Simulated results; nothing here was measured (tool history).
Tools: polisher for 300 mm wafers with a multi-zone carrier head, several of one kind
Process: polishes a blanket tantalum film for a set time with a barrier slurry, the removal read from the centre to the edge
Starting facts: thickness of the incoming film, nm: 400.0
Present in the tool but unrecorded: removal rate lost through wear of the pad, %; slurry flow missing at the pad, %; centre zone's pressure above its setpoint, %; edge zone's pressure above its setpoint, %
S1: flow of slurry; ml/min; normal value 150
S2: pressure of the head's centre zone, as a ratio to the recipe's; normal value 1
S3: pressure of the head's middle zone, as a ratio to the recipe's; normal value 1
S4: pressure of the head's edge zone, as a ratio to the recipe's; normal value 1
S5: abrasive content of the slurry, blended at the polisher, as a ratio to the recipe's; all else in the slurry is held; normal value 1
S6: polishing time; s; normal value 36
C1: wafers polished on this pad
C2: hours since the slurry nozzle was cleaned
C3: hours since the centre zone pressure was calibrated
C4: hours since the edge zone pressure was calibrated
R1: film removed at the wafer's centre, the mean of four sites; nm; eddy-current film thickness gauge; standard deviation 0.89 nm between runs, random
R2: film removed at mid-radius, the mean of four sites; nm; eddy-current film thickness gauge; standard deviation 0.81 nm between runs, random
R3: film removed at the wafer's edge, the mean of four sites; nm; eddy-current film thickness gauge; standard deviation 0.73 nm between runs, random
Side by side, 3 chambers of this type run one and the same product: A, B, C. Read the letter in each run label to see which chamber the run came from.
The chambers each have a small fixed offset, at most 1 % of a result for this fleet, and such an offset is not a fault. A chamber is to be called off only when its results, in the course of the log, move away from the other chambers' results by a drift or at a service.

run	day	S1	S2	S3	S4	S5	S6	C1	C2	C3	C4	R1	R2	R3
1A	0.154	150	1	1	1	1	36	945	500.8	831.9	774.1	65.701	64.316	65.341
2B	0.379	150	1	1	1	1	36	231	406.8	36.7	546.1	66.012	65.503	64.595
# day 0.55: chamber C: worn pad replaced by a new one
3C	0.588	150	1	1	1	1	36	17	180.8	262.8	312	64.602	64.968	64.829
4C	0.738	150	1	1	1	1	36	79	184.4	266.4	315.6	64.683	65.271	63.943
# day 0.775: chamber A: worn pad replaced by a new one
5A	0.871	150	1	1	1	1	36	40	518	849.1	791.3	64.892	64.511	65.741
6B	0.975	150	1	1	1	0.85	36	480	421.1	51	560.4	62.958	62.72	61.701
7C	1.088	150	1	1	1	0.85	36	225	192.8	274.8	324	62.53	59.927	61.241
8A	1.304	150	1	1	1	0.85	36	221	528.4	859.5	801.7	60.007	62.98	63.17
9B	1.467	150	1	1	1	1	36	685	432.9	62.8	572.2	65.788	65.632	63.649
10A	1.654	150	1	1	1	1	36	367	536.8	867.9	810.1	65.291	64.089	64.921
11C	1.85	150	1	1	1	1	36	543	211.1	293.1	342.3	64.922	63.579	65.26
12B	2.079	150	1	1	1	1	36	940	447.6	77.5	586.9	65.538	65.538	65.376
13B	2.304	150	1	1	1	1	36	1034	453	82.9	592.3	64.028	64.362	64.997
14C	2.525	150	1	1	0.95	1	36	825	227.3	309.3	358.5	64.773	64.505	61.957
15A	2.733	150	1	1	0.95	1	36	817	562.7	893.8	836	64.111	66.04	61.917
# day 2.908: chamber B: worn pad replaced by a new one
16A	2.938	150	1	1	0.95	1	36	903	567.6	898.7	840.9	63.94	64.231	62.382
17C	3.125	150	1	1	1	1	36	1075	241.7	323.7	372.9	64.562	63.318	64.234
18B	3.275	150	1.07	1	1	1	36	153	476.3	106.2	615.6	70.859	65.027	65.235
19A	3.471	150	1.07	1	1	1	36	1125	580.4	911.5	853.7	70.339	64.021	64.593
# day 3.517: chamber C: worn pad replaced by a new one
20B	3.617	150	1.07	1	1	1	36	295	484.5	114.4	623.8	70.67	65.599	64.526
21C	3.825	150	1	1	1	1	36	129	258.5	340.5	389.7	62.502	64.791	64.503
# day 3.988: chamber A: worn pad replaced by a new one
22C	4	150	1	1	1	1	36	202	262.7	344.7	393.9	64.63	66.349	66.081
23B	4.183	150	1	1	1	1	36	531	498.1	128	637.4	64.803	66.013	65.981
24A	4.375	150	1	1	1	1	36	162	602.1	933.2	875.4	63.863	64.403	65.503
25A	4.538	150	1	1	1	1	36	230	606	937.1	879.3	63.794	65.424	65.633
26C	4.692	150	1	1	1	1	36	490	279.3	361.3	410.5	64.79	66.504	63.215
27B	4.854	150	1	1	1	1	36	811	514.2	144.1	653.5	65.461	64.547	64.818

The same settings go to every chamber for the next run, one line per chamber below. Forecast the results for each:
28A	5.017	150	1.1	1	1	1	36					?	?	?
28B	5.017	150	1.1	1	1	1	36					?	?	?
28C	5.017	150	1.1	1	1	1	36					?	?	?

run	R1	R2	R3
28A	70.659	65.63	65.587
28B	72.571	65.631	65.698
28C	72.419	66.135	64.134

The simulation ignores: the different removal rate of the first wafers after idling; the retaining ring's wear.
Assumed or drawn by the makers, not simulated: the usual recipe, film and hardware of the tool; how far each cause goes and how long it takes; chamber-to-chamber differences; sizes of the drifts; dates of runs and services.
